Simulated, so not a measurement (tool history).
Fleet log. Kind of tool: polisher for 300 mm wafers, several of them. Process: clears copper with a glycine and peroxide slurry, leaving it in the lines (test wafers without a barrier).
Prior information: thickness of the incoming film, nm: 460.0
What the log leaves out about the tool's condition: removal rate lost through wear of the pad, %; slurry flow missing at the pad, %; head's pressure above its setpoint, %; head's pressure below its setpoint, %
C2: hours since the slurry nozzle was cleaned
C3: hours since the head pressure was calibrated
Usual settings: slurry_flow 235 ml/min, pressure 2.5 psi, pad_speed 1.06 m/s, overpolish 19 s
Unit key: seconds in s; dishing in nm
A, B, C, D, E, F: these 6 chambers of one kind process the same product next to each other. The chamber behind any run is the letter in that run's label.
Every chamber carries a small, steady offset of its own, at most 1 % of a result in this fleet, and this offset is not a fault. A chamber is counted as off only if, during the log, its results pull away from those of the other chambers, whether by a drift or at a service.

run 1F hour=4.2 | slurry_flow=235 pressure=2.5 pad_speed=1.06 overpolish=19 | wafers_polished_on_this_pad=169 C2=100.3 C3=1325.1 | seconds=76.535 dishing=71.138
run 2B hour=7.3 | slurry_flow=235 pressure=2.5 pad_speed=1.06 overpolish=19 | wafers_polished_on_this_pad=341 C2=183.9 C3=120.4 | seconds=76.451 dishing=70.823
run 3C hour=11.8 | slurry_flow=235 pressure=2.5 pad_speed=1.06 overpolish=19 | wafers_polished_on_this_pad=597 C2=443.7 C3=232.2 | seconds=77.588 dishing=73.397
run 4E hour=14.3 | slurry_flow=235 pressure=2.5 pad_speed=1.06 overpolish=19 | wafers_polished_on_this_pad=295 C2=110.2 C3=372.6 | seconds=77.523 dishing=72.809
run 5D hour=17.2 | slurry_flow=235 pressure=2.5 pad_speed=1.06 overpolish=19 | wafers_polished_on_this_pad=862 C2=99.6 C3=271.7 | seconds=75.579 dishing=72.425
run 6A hour=20.3 | slurry_flow=235 pressure=2.5 pad_speed=1.06 overpolish=19 | wafers_polished_on_this_pad=303 C2=352.6 C3=812.6 | seconds=77.443 dishing=71.024
run 7B hour=23.4 | slurry_flow=235 pressure=2.5 pad_speed=1.06 overpolish=19 | wafers_polished_on_this_pad=442 C2=200 C3=136.5 | seconds=75.259 dishing=71.263
run 8E hour=28.2 | slurry_flow=235 pressure=2.5 pad_speed=1.06 overpolish=19 | wafers_polished_on_this_pad=382 C2=124.1 C3=386.5 | seconds=77.773 dishing=70.826
run 9D hour=32 | slurry_flow=235 pressure=2.5 pad_speed=1.06 overpolish=19 | wafers_polished_on_this_pad=954 C2=114.4 C3=286.5 | seconds=77.652 dishing=72.893
run 10C hour=36.2 | slurry_flow=235 pressure=2.5 pad_speed=1.06 overpolish=19 | wafers_polished_on_this_pad=749 C2=468.1 C3=256.6 | seconds=79.229 dishing=71.598
run 11F hour=41.1 | slurry_flow=235 pressure=2.5 pad_speed=1.06 overpolish=23 | wafers_polished_on_this_pad=400 C2=137.2 C3=1362 | seconds=77.809 dishing=83.178
run 12A hour=43.3 | slurry_flow=235 pressure=2.5 pad_speed=1.06 overpolish=23 | wafers_polished_on_this_pad=447 C2=375.6 C3=835.6 | seconds=75.042 dishing=81.91
run 13D hour=48.3 | slurry_flow=235 pressure=2.5 pad_speed=1.06 overpolish=23 | wafers_polished_on_this_pad=1057 C2=130.7 C3=302.8 | seconds=76.281 dishing=80.48
run 14F hour=53 | slurry_flow=235 pressure=2.5 pad_speed=1.06 overpolish=23 | wafers_polished_on_this_pad=474 C2=149.1 C3=1373.9 | seconds=77.221 dishing=83.557
run 15A hour=57.3 | slurry_flow=235 pressure=2.5 pad_speed=1.06 overpolish=23 | wafers_polished_on_this_pad=534 C2=389.6 C3=849.6 | seconds=77.144 dishing=80.426
-- hour=61.7 chamber F: worn pad replaced by a new one
run 16C hour=62 | slurry_flow=235 pressure=2.5 pad_speed=1.06 overpolish=23 | wafers_polished_on_this_pad=911 C2=493.9 C3=282.4 | seconds=78.224 dishing=82.271
run 17B hour=66.2 | slurry_flow=235 pressure=2.5 pad_speed=1.06 overpolish=19 | wafers_polished_on_this_pad=710 C2=242.8 C3=179.3 | seconds=77.689 dishing=71.626
run 18E hour=69.8 | slurry_flow=310 pressure=2.5 pad_speed=1.06 overpolish=26 | wafers_polished_on_this_pad=643 C2=165.7 C3=428.1 | seconds=75.306 dishing=91.104
run 19D hour=72.9 | slurry_flow=310 pressure=2.5 pad_speed=1.06 overpolish=26 | wafers_polished_on_this_pad=1211 C2=155.3 C3=327.4 | seconds=74.422 dishing=91.48
run 20F hour=76.6 | slurry_flow=310 pressure=2.5 pad_speed=1.06 overpolish=26 | wafers_polished_on_this_pad=93 C2=172.7 C3=1397.5 | seconds=74.933 dishing=92.771
-- hour=77.2 chamber D: worn pad replaced by a new one
-- hour=79.8 chamber B: worn pad replaced by a new one
run 21E hour=81.4 | slurry_flow=310 pressure=2.5 pad_speed=1.06 overpolish=26 | wafers_polished_on_this_pad=716 C2=177.3 C3=439.7 | seconds=74.382 dishing=94.964
run 22A hour=83.7 | slurry_flow=310 pressure=2.5 pad_speed=1.06 overpolish=26 | wafers_polished_on_this_pad=700 C2=416 C3=876 | seconds=75.172 dishing=95.355
run 23C hour=88.1 | slurry_flow=310 pressure=2.5 pad_speed=1.06 overpolish=26 | wafers_polished_on_this_pad=1074 C2=520 C3=308.5 | seconds=76.145 dishing=91.528
run 24B hour=92.7 | slurry_flow=235 pressure=2.5 pad_speed=1.06 overpolish=19 | wafers_polished_on_this_pad=81 C2=269.3 C3=205.8 | seconds=80.17 dishing=66.893
-- hour=93.5 chamber A: worn pad replaced by a new one
run 25B hour=95.7 | slurry_flow=235 pressure=2.5 pad_speed=1.06 overpolish=19 | wafers_polished_on_this_pad=100 C2=272.3 C3=208.8 | seconds=77.567 dishing=69.388
run 26A hour=98.8 | slurry_flow=235 pressure=2.5 pad_speed=1.06 overpolish=19 | wafers_polished_on_this_pad=33 C2=431.1 C3=891.1 | seconds=77.055 dishing=71.178
-- hour=101.7 chamber F: head pressure recalibrated
run 27C hour=102.2 | slurry_flow=235 pressure=2.5 pad_speed=1.06 overpolish=19 | wafers_polished_on_this_pad=1163 C2=534.1 C3=322.6 | seconds=79.483 dishing=68.973
run 28F hour=105.9 | slurry_flow=235 pressure=2.5 pad_speed=1.06 overpolish=19 | wafers_polished_on_this_pad=277 C2=202 C3=4.3 | seconds=77.044 dishing=72.016
-- hour=106.7 chamber E: worn pad replaced by a new one
-- hour=109.1 chamber E: slurry nozzle cleaned
run 29E hour=109.7 | slurry_flow=235 pressure=2.5 pad_speed=1.06 overpolish=19 | wafers_polished_on_this_pad=19 C2=0.6 C3=468 | seconds=77.072 dishing=70.578
run 30D hour=114.8 | slurry_flow=235 pressure=2.5 pad_speed=1.06 overpolish=19 | wafers_polished_on_this_pad=235 C2=197.2 C3=369.3 | seconds=76.28 dishing=71.294
run 31E hour=118.7 | slurry_flow=235 pressure=2.5 pad_speed=1.06 overpolish=19 | wafers_polished_on_this_pad=75 C2=9.6 C3=477 | seconds=75.53 dishing=70.518
run 32C hour=121.1 | slurry_flow=235 pressure=2.5 pad_speed=1.06 overpolish=19 | wafers_polished_on_this_pad=1281 C2=553 C3=341.5 | seconds=79.317 dishing=73.691
run 33B hour=125 | slurry_flow=235 pressure=2.5 pad_speed=1.06 overpolish=19 | wafers_polished_on_this_pad=283 C2=301.6 C3=238.1 | seconds=81.512 dishing=68.607
run 34F hour=129.9 | slurry_flow=235 pressure=2.5 pad_speed=1.38 overpolish=9 | wafers_polished_on_this_pad=427 C2=226 C3=28.3 | seconds=61.176 dishing=45.323
run 35D hour=134.2 | slurry_flow=235 pressure=2.5 pad_speed=1.38 overpolish=9 | wafers_polished_on_this_pad=357 C2=216.6 C3=388.7 | seconds=60.916 dishing=45.968
run 36A hour=137.3 | slurry_flow=235 pressure=2.5 pad_speed=1.38 overpolish=9 | wafers_polished_on_this_pad=274 C2=469.6 C3=929.6 | seconds=61.262 dishing=47.638
run 37F hour=140.2 | slurry_flow=235 pressure=2.5 pad_speed=1.38 overpolish=9 | wafers_polished_on_this_pad=492 C2=236.3 C3=38.6 | seconds=60.869 dishing=45.995

All 6 chambers run these settings next. Forecast each chamber's results:
run 38A hour=143.9 | slurry_flow=235 pressure=2.5 pad_speed=1.22 overpolish=19 | seconds=? dishing=?
run 38B hour=143.9 | slurry_flow=235 pressure=2.5 pad_speed=1.22 overpolish=19 | seconds=? dishing=?
run 38C hour=143.9 | slurry_flow=235 pressure=2.5 pad_speed=1.22 overpolish=19 | seconds=? dishing=?
run 38D hour=143.9 | slurry_flow=235 pressure=2.5 pad_speed=1.22 overpolish=19 | seconds=? dishing=?
run 38E hour=143.9 | slurry_flow=235 pressure=2.5 pad_speed=1.22 overpolish=19 | seconds=? dishing=?
run 38F hour=143.9 | slurry_flow=235 pressure=2.5 pad_speed=1.22 overpolish=19 | seconds=? dishing=?

run=38A seconds=68.79 dishing=77.962
run=38B seconds=73.116 dishing=74.455
run=38C seconds=69.132 dishing=81.407
run=38D seconds=68.41 dishing=78.578
run=38E seconds=69.807 dishing=80.229
run=38F seconds=69.472 dishing=78.603
